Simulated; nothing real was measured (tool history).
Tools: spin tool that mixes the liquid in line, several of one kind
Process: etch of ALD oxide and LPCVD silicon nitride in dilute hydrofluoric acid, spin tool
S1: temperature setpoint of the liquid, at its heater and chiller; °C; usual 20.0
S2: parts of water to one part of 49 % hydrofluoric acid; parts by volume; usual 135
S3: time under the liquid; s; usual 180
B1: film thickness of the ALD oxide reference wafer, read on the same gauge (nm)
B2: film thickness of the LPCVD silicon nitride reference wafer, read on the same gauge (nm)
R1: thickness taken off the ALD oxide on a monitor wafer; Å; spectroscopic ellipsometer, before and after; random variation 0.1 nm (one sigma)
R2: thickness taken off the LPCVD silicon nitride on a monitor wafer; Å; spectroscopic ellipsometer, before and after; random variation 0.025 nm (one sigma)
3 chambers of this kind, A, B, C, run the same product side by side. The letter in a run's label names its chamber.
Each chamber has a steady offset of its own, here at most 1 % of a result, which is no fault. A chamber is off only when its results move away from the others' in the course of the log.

run   hour    S1   S2   S3       B1      B2       R1      R2
 1B   10.6  20.0  135  180   99.976  60.008  142.620  5.6715
 2A   20.6  20.0  135  180   99.987  60.010  143.630  5.4977
 3C   33.7  20.0  135  180  100.010  59.985  142.520  5.5436
 4B   47.0  20.0  135  180   99.996  60.003  143.420  5.5091
      56.0  -- chamber B: hydrofluoric acid flow meter replaced
 5C   60.9  20.0  135  180  100.040  59.999  143.550  5.5803
 6A   71.4  20.0  135  180   99.989  59.990  143.380  5.4773
 7B   82.2  20.0  135  180  100.010  59.972  143.610  5.6514
 8C   96.1  20.0  135  180  100.010  60.027  141.870  5.6866
 9A  104.4  20.0  135  180   99.965  60.003  142.580  5.6660
10C  115.2  20.0  135  180   99.988  60.000  144.710  5.9166
11B  130.3  20.0  135  180   99.994  60.013  142.340  5.1901
12A  143.7  20.0  135  180   99.999  59.995  142.910  5.9637
13B  158.6  20.0  135  180   99.978  60.023  142.760  5.6750
14A  171.5  20.0  135  180   99.996  60.025  143.540  5.8381
15C  179.2  20.0  135  180   99.973  59.989  144.320  5.4783
16B  188.5  20.0  135  180  100.020  59.987  144.500  5.6068
17A  195.5  20.0  135  180   99.994  59.964  144.130  5.5497
18C  207.8  20.0  135  180   99.981  60.015  142.000  5.2702
19C  221.9  22.5  135  180   99.988  60.004  156.840  6.4599
     233.7  -- chamber B: thermometer replaced
20A  235.1  22.5  135  180  100.010  59.994  157.650  6.9049
21B  242.2  22.5  135  180  100.020  60.001  160.120  6.8198
22C  250.0  20.0  135  180   99.985  60.021  143.790  5.6920
23A  265.3  20.0  135  180   99.997  60.004  142.960  5.6903
24B  273.9  20.0  135  180   99.997  59.999  144.270  5.6554
25C  281.4  20.0  135  180  100.020  59.992  143.170  5.8787
26A  293.5  20.0  135  180   99.965  60.009  143.060  5.5127
27B  307.0  20.0  135  180  100.010  60.023  145.380  5.5358
28C  317.5  20.0  135  180   99.989  60.003  145.070  5.4671
29A  329.5  20.0  135  180  100.010  59.987  143.180  5.5302
30B  343.0  20.0  135  130   99.961  59.985  103.610  4.0876
31C  355.2  20.0  135  130  100.020  60.010  106.960  4.2510
32A  366.1  20.0  135  130  100.010  60.018  103.120  3.9998
33B  375.8  20.0  135  180  100.020  59.994  145.150  5.4877
34A  384.3  17.0  135  140  100.010  59.995   98.565  3.7490
35C  397.2  17.0  135  140   99.998  60.005  100.060  3.6216
36B  407.3  17.0  135  140  100.000  60.023   98.542  3.4017
37C  415.8  20.0  155  120   99.979  59.993   83.773  3.1711
38B  423.2  20.0  155  120   99.967  60.012   82.870  3.1910
39A  435.3  20.0  155  120   99.996  59.999   81.993  3.4415
40C  450.4  20.0  135  180  100.010  60.005  148.660  5.8531
41A  464.7  23.0  135  180   99.994  59.994  160.470  7.0641
42B  479.5  23.0  135  180  100.010  59.986  162.450  6.8071
43C  491.4  23.0  135  180   99.999  59.995  167.570  7.2831

Is one chamber off against the others, does the gauge drift, or is nothing wrong? If a chamber is off, say which, and what the likeliest cause is.

Chamber C drifts away from the others.
Cause: hydrofluoric acid flow above the setpoint (%) = 3.9.

Here are 4 candidates for chamber C's next run, each the usual settings with a change, their results left as question marks. Which one brings its results back in line with what the others give on the usual settings?
In line means no further than this from the other chambers' mean on the usual settings: R1 3.600 Å; R2 0.8700 Å
44C-1  502.4  20.0  135  185           ?   ?
44C-2  502.4  20.0  135  175           ?   ?
44C-3  502.4  20.5  135  190           ?   ?
44C-4  502.4  19.5  135  170           ?   ?

The other chambers' mean on the usual settings: R1 144.100 Å; R2 5.5996 Å
  run       R1      R2
44C-1  153.910  5.8985
44C-2  145.590  5.5797
44C-3  161.280  6.2650
44C-4  138.660  5.2440
44C-2 brings the chamber back in line.
